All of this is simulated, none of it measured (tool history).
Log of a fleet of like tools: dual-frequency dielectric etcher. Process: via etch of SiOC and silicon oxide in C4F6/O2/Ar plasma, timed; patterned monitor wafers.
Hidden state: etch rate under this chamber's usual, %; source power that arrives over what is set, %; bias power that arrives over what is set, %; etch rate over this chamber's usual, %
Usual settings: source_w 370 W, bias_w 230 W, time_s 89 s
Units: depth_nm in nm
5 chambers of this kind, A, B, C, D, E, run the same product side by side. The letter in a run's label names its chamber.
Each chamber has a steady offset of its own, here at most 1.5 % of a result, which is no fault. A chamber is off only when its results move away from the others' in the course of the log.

run,day,source_w,bias_w,time_s,hours since the last wet clean,hours since the last source power generator calibration,hours since the last bias power generator calibration,"read-back reference wafer on the same gauge, depth_nm",depth_nm
1B,0.458,370,230,89,77.9,1657.1,104.3,101.93,106.14
2C,1,370,230,89,213.6,2348,2867.8,101.99,105.97
3A,1.462,370,230,89,48.9,932.6,1192.7,102.02,106.34
4D,1.758,370,230,89,288.6,2210.7,3748.9,102,104.86
5E,2.4,370,230,89,263.3,1447,2161.1,102.07,105.23
6B,2.996,370,230,89,138.8,1718,165.2,101.95,106.34
7E,3.504,410,230,107,289.8,1473.5,2187.6,101.95,132.22
8D,3.921,410,230,107,340.5,2262.6,3800.8,102.02,131.19
9C,4.538,410,230,107,298.5,2432.9,2952.7,102.08,131.68
10A,4.846,410,230,107,130.1,1013.8,1273.9,102.06,133.16
11A,5.392,410,230,107,143.2,1026.9,1287,101.95,132.76
12D,5.729,370,230,89,383.9,2306,3844.2,102.03,105.05
13C,6.362,370,230,89,342.3,2476.7,2996.5,101.94,105.08
# day 6.7: chamber D: wet clean of the chamber
14B,6.721,370,230,89,228.2,1807.4,254.6,101.98,105.55
15E,7.15,370,230,89,377.3,1561,2275.1,101.95,105.73
# day 7.388: chamber E: wet clean of the chamber
16B,7.579,370,230,89,248.8,1828,275.2,101.95,105.61
17D,8.108,370,230,89,33.8,2363.1,3901.3,102.01,105.08
# day 8.258: chamber C: wet clean of the chamber
18A,8.638,370,230,89,221.1,1104.8,1364.9,101.98,106.27
19E,8.979,370,230,89,38.2,1604.9,2319,101.97,101.44
20C,9.533,370,230,89,30.6,2552.8,3072.6,102.02,105.74
21D,9.917,370,230,89,77.2,2406.5,3944.7,102.04,104.59
22B,10.321,370,230,89,314.6,1893.8,341,102,105.84
# day 10.433: chamber D: source power generator calibrated
23E,10.842,320,251,89,82.9,1649.6,2363.7,101.98,98.926
24A,11.417,320,251,89,287.8,1171.5,1431.6,101.97,103.9
25C,11.838,320,251,89,85.9,2608.1,3127.9,102,103.52
26A,12.275,320,251,89,308.4,1192.1,1452.2,102.01,103.61
27B,12.625,320,251,89,369.9,1949.1,396.3,102.03,103.68
28D,13.154,370,230,89,154.9,65.4,4022.4,102.02,104.65
29E,13.671,370,230,89,150.8,1717.5,2431.6,102.01,101.63
30C,14.038,370,230,89,138.7,2660.9,3180.7,101.95,105.33
31E,14.604,370,230,111.5,173.2,1739.9,2454,101.97,127.23
# day 14.638: chamber C: bias power generator calibrated
32A,15.129,370,230,111.5,376.9,1260.6,1520.7,101.98,133.7
33D,15.433,370,230,111.5,209.6,120.1,4077.1,101.99,131.07
# day 15.788: chamber B: wet clean of the chamber
34B,15.942,370,230,111.5,3.7,2028.7,475.9,101.93,132.67
35C,16.479,370,230,111.5,197.3,2719.5,44.3,101.98,131.99
36C,17.038,370,230,89,210.7,2732.9,57.7,102.07,105.69
37A,17.675,370,230,89,438,1321.7,1581.8,102.03,106.4
38B,18.221,370,230,89,58.4,2083.4,530.6,101.94,105.76
39D,18.554,370,230,89,284.5,195,4152,102.03,105.05
40E,18.9,460,230,89,276.3,1843,2557.1,101.98,110.18
# day 19.162: chamber A: wet clean of the chamber
41A,19.188,460,230,89,0.7,1358,1618.1,101.96,116.23
42E,19.575,460,230,89,292.5,1859.2,2573.3,101.93,110.13
43B,20.217,460,230,89,106.3,2131.3,578.5,101.96,116.05
44D,20.75,460,230,89,337.2,247.7,4204.7,102.1,114.49

Is one chamber off against the others, does the gauge drift, or is nothing wrong? If a chamber is off, say which, and what the likeliest cause is.

A service left chamber E off against the others.
Cause: etch rate under this chamber's usual, % = 3.93.

Here are 4 candidates for chamber E's next run, each the usual settings with a change, their results left as question marks. Which one brings its results back in line with what the others give on the usual settings?
In line means no further than this from the other chambers' mean on the usual settings: depth_nm 1.2 nm
45E-1,21.212,370,202,89,,,,,?
45E-2,21.212,370,226,83,,,,,?
45E-3,21.212,370,232,92.5,,,,,?
45E-4,21.212,370,284,89,,,,,?

The other chambers' mean on the usual settings: depth_nm 105.82 nm
run,depth_nm
45E-1,97.427
45E-2,94.36
45E-3,106.1
45E-4,109.53
45E-3 brings the chamber back in line.
